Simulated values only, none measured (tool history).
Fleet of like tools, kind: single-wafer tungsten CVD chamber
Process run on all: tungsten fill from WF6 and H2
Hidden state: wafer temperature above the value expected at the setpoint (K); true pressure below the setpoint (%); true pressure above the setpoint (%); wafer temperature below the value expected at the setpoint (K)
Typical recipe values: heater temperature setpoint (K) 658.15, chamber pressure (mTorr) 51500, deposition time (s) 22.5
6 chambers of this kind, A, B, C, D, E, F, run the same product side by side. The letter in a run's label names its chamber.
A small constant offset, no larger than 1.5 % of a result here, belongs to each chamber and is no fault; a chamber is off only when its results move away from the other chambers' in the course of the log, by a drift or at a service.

run	day	heater temperature setpoint (K)	chamber pressure (mTorr)	deposition time (s)	hours since the last thermocouple change	hours since the last manometer calibration	read-back reference wafer on the same gauge, thickness_nm	mean film thickness on the monitor wafer (angstrom)
1B	0.342	658.15	51500	22.5	1004.6	208.4	64.461	629.84
2A	0.575	658.15	51500	22.5	2151.0	123.5	64.456	632.91
3C	0.746	658.15	51500	22.5	732.8	2869.8	64.524	633.42
4E	1.104	658.15	51500	22.5	1016.4	1738.9	64.537	622.19
5D	1.300	658.15	51500	22.5	931.2	1134.0	64.464	633.00
6F	1.612	658.15	51500	22.5	103.1	1427.8	64.503	633.49
7D	1.892	658.15	51500	22.5	945.4	1148.2	64.534	634.58
8C	2.112	658.15	51500	22.5	765.6	2902.6	64.514	631.36
9B	2.292	658.15	51500	22.5	1051.4	255.2	64.488	630.10
10F	2.525	658.15	51500	22.5	125.0	1449.7	64.506	640.37
11A	2.688	649.15	47600	22.5	2201.7	174.2	64.486	507.86
12E	3.062	649.15	47600	22.5	1063.4	1785.9	64.495	500.95
13F	3.246	649.15	47600	22.5	142.3	1467.0	64.495	509.93
14A	3.596	649.15	47600	22.5	2223.5	196.0	64.507	515.18
15E	3.871	649.15	47600	22.5	1082.8	1805.3	64.511	501.59
16D	4.229	649.15	47600	22.5	1001.5	1204.3	64.492	506.42
17B	4.538	658.15	51500	22.5	1105.3	309.1	64.503	629.29
18C	4.812	658.15	51500	22.5	830.4	2967.4	64.501	635.26
19E	5.112	658.15	51500	22.5	1112.6	1835.1	64.544	620.00
# day 5.308: chamber D: capacitance manometer re-zeroed and calibrated
20F	5.425	658.15	51500	22.5	194.6	1519.3	64.506	632.76
21C	5.675	658.15	51500	22.5	851.1	2988.1	64.538	633.48
22D	5.938	658.15	51500	22.5	1042.5	15.2	64.476	650.31
23A	6.125	658.15	51500	22.5	2284.2	256.7	64.519	631.99
24B	6.338	658.15	51500	22.5	1148.5	352.3	64.481	627.60
25C	6.512	658.15	51500	22.5	871.2	3008.2	64.482	634.95
26D	6.767	658.15	51500	22.5	1062.4	35.1	64.453	650.35
# day 6.842: chamber B: thermocouple changed; heater temperature recalibrated
27B	6.954	658.15	51500	22.5	2.7	367.1	64.511	631.52
28F	7.158	658.15	51500	22.5	236.2	1560.9	64.555	636.39
29A	7.433	658.15	51500	22.5	2315.6	288.1	64.527	634.89
30E	7.704	658.15	51500	22.5	1174.8	1897.3	64.496	620.88
31D	7.896	658.15	51500	22.5	1089.5	62.2	64.510	651.95
32E	8.258	658.15	51500	22.5	1188.1	1910.6	64.527	619.60
33A	8.579	658.15	51500	22.5	2343.1	315.6	64.514	634.25
# day 8.767: chamber A: thermocouple changed; heater temperature recalibrated
34F	8.833	658.15	51500	22.5	276.4	1601.1	64.493	638.01
35C	9.033	658.15	51500	22.5	931.7	3068.7	64.522	635.80
36B	9.392	658.15	42200	26.5	61.2	425.6	64.438	679.01
37A	9.696	658.15	42200	26.5	22.3	342.4	64.535	681.14
38F	9.917	658.15	42200	26.5	302.4	1627.1	64.478	683.83
39C	10.121	658.15	42200	26.5	957.8	3094.8	64.526	681.99

What goes on in this fleet: one chamber off, a drifting gauge, or nothing beyond the chambers' own small offsets? Name the chamber and the cause, if any.

Chamber D has stood off from the others ever since a service on it.
Most likely cause: true pressure above the setpoint (%) = 6.69.

Below are 4 candidate recipes for chamber D's next run, each the usual settings with a change, their results shown as question marks. Which of them brings D's results back in line with what the other chambers give on the usual settings?
Counts as in line when no further than this from what the other chambers average on the usual settings: mean film thickness on the monitor wafer (angstrom) 7.00
40D-1	10.388	658.15	47500	22.5				?
40D-2	10.388	658.15	58500	22.5				?
40D-3	10.388	655.15	51500	22.5				?
40D-4	10.388	659.15	51900	22.7				?

Other chambers, usual settings, mean: mean film thickness on the monitor wafer (angstrom) 630.61
run	mean film thickness on the monitor wafer (angstrom)
40D-1	629.38
40D-2	691.47
40D-3	614.78
40D-4	674.29
40D-1 puts the chamber back in line with the other chambers.
